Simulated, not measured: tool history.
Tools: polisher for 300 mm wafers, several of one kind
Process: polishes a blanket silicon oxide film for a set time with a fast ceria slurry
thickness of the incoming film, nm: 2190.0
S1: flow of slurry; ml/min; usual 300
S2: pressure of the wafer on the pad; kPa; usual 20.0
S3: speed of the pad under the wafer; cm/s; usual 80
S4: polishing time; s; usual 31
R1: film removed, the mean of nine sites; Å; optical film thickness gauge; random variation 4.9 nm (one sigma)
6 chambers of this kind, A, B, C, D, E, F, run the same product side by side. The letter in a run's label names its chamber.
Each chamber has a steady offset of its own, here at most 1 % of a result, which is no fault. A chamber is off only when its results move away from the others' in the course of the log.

{"run": "1A", "hour": 3.8, "S1": 300, "S2": 20.0, "S3": 80, "S4": 31, "R1": 3293.0}
{"run": "2D", "hour": 7.5, "S1": 300, "S2": 20.0, "S3": 80, "S4": 31, "R1": 3425.6}
{"run": "3B", "hour": 10.1, "S1": 300, "S2": 20.0, "S3": 80, "S4": 31, "R1": 3329.2}
{"run": "4C", "hour": 12.7, "S1": 300, "S2": 20.0, "S3": 80, "S4": 31, "R1": 3360.2}
{"hour": 14.8, "done": "chamber A: worn pad replaced by a new one"}
{"hour": 14.8, "done": "chamber D: worn pad replaced by a new one"}
{"hour": 15.8, "done": "chamber C: worn pad replaced by a new one"}
{"run": "5E", "hour": 16.9, "S1": 300, "S2": 20.0, "S3": 80, "S4": 31, "R1": 3324.3}
{"run": "6F", "hour": 19.2, "S1": 400, "S2": 20.0, "S3": 92, "S4": 31, "R1": 3915.6}
{"run": "7B", "hour": 21.6, "S1": 400, "S2": 20.0, "S3": 92, "S4": 31, "R1": 3912.2}
{"run": "8A", "hour": 24.8, "S1": 400, "S2": 20.0, "S3": 92, "S4": 31, "R1": 3901.6}
{"hour": 26.2, "done": "chamber F: worn pad replaced by a new one"}
{"run": "9F", "hour": 28.6, "S1": 400, "S2": 20.0, "S3": 92, "S4": 31, "R1": 3952.7}
{"run": "10C", "hour": 32.4, "S1": 400, "S2": 20.0, "S3": 92, "S4": 31, "R1": 3971.0}
{"run": "11D", "hour": 34.8, "S1": 400, "S2": 20.0, "S3": 92, "S4": 31, "R1": 3940.4}
{"run": "12E", "hour": 37.3, "S1": 300, "S2": 20.0, "S3": 80, "S4": 31, "R1": 3314.9}
{"run": "13A", "hour": 40.4, "S1": 300, "S2": 20.0, "S3": 80, "S4": 31, "R1": 3336.9}
{"run": "14E", "hour": 43.4, "S1": 300, "S2": 20.0, "S3": 80, "S4": 31, "R1": 3266.5}
{"run": "15F", "hour": 46.4, "S1": 300, "S2": 20.0, "S3": 80, "S4": 31, "R1": 3372.2}
{"run": "16B", "hour": 49.8, "S1": 300, "S2": 20.0, "S3": 80, "S4": 31, "R1": 3337.1}
{"hour": 50.9, "done": "chamber B: worn pad replaced by a new one"}
{"hour": 53.1, "done": "chamber E: worn pad replaced by a new one"}
{"run": "17D", "hour": 53.2, "S1": 300, "S2": 20.0, "S3": 80, "S4": 31, "R1": 3343.2}
{"run": "18C", "hour": 56.3, "S1": 300, "S2": 20.0, "S3": 80, "S4": 31, "R1": 3290.0}
{"run": "19B", "hour": 58.6, "S1": 300, "S2": 20.0, "S3": 80, "S4": 31, "R1": 3368.2}
{"run": "20C", "hour": 62.6, "S1": 300, "S2": 20.0, "S3": 80, "S4": 31, "R1": 3250.1}
{"run": "21D", "hour": 65.7, "S1": 300, "S2": 20.0, "S3": 80, "S4": 31, "R1": 3340.2}
{"run": "22A", "hour": 69.7, "S1": 300, "S2": 20.0, "S3": 80, "S4": 31, "R1": 3301.2}
{"run": "23E", "hour": 73.3, "S1": 300, "S2": 20.0, "S3": 80, "S4": 31, "R1": 3267.7}
{"hour": 75.5, "done": "chamber C: worn pad replaced by a new one"}
{"run": "24F", "hour": 76.9, "S1": 300, "S2": 20.0, "S3": 80, "S4": 37, "R1": 3928.1}
{"run": "25E", "hour": 79.9, "S1": 300, "S2": 20.0, "S3": 80, "S4": 37, "R1": 3930.7}
{"hour": 80.1, "done": "chamber D: worn pad replaced by a new one"}
{"run": "26C", "hour": 83.9, "S1": 300, "S2": 20.0, "S3": 80, "S4": 37, "R1": 4030.3}
{"run": "27B", "hour": 86.5, "S1": 300, "S2": 20.0, "S3": 80, "S4": 37, "R1": 4165.7}
{"hour": 88.9, "done": "chamber A: worn pad replaced by a new one"}
{"run": "28D", "hour": 89.9, "S1": 300, "S2": 20.0, "S3": 80, "S4": 37, "R1": 4021.6}
{"run": "29F", "hour": 93.8, "S1": 300, "S2": 20.0, "S3": 80, "S4": 37, "R1": 3984.2}
{"run": "30A", "hour": 97.4, "S1": 300, "S2": 20.0, "S3": 80, "S4": 31, "R1": 3306.1}
{"hour": 101.1, "done": "chamber F: worn pad replaced by a new one"}
{"run": "31E", "hour": 101.3, "S1": 300, "S2": 20.0, "S3": 80, "S4": 31, "R1": 3353.4}
{"hour": 103.2, "done": "chamber E: worn pad replaced by a new one"}
{"run": "32B", "hour": 103.5, "S1": 300, "S2": 20.0, "S3": 80, "S4": 31, "R1": 3705.2}
{"hour": 105.6, "done": "chamber B: worn pad replaced by a new one"}
{"run": "33C", "hour": 106.9, "S1": 300, "S2": 20.0, "S3": 80, "S4": 31, "R1": 3305.2}
{"run": "34D", "hour": 109.9, "S1": 300, "S2": 20.0, "S3": 80, "S4": 31, "R1": 3332.3}
{"run": "35F", "hour": 113.3, "S1": 300, "S2": 24.1, "S3": 80, "S4": 41, "R1": 5361.6}
{"run": "36A", "hour": 117.1, "S1": 300, "S2": 24.1, "S3": 80, "S4": 41, "R1": 5332.4}
{"run": "37B", "hour": 120.5, "S1": 300, "S2": 24.1, "S3": 80, "S4": 41, "R1": 5858.3}
{"run": "38A", "hour": 123.2, "S1": 300, "S2": 24.1, "S3": 80, "S4": 41, "R1": 5348.8}
{"run": "39D", "hour": 125.7, "S1": 300, "S2": 24.1, "S3": 80, "S4": 41, "R1": 5419.3}
{"run": "40E", "hour": 127.9, "S1": 300, "S2": 24.1, "S3": 80, "S4": 41, "R1": 5305.6}
{"run": "41C", "hour": 131.2, "S1": 300, "S2": 20.0, "S3": 80, "S4": 31, "R1": 3282.2}

Next, every chamber runs the same settings. What will each give?
{"run": "42A", "hour": 134.3, "S1": 300, "S2": 20.0, "S3": 80, "S4": 31, "R1": "?"}
{"run": "42B", "hour": 134.3, "S1": 300, "S2": 20.0, "S3": 80, "S4": 31, "R1": "?"}
{"run": "42C", "hour": 134.3, "S1": 300, "S2": 20.0, "S3": 80, "S4": 31, "R1": "?"}
{"run": "42D", "hour": 134.3, "S1": 300, "S2": 20.0, "S3": 80, "S4": 31, "R1": "?"}
{"run": "42E", "hour": 134.3, "S1": 300, "S2": 20.0, "S3": 80, "S4": 31, "R1": "?"}
{"run": "42F", "hour": 134.3, "S1": 300, "S2": 20.0, "S3": 80, "S4": 31, "R1": "?"}

run=42A R1=3285.9
run=42B R1=3742.0
run=42C R1=3367.3
run=42D R1=3261.3
run=42E R1=3252.2
run=42F R1=3339.0

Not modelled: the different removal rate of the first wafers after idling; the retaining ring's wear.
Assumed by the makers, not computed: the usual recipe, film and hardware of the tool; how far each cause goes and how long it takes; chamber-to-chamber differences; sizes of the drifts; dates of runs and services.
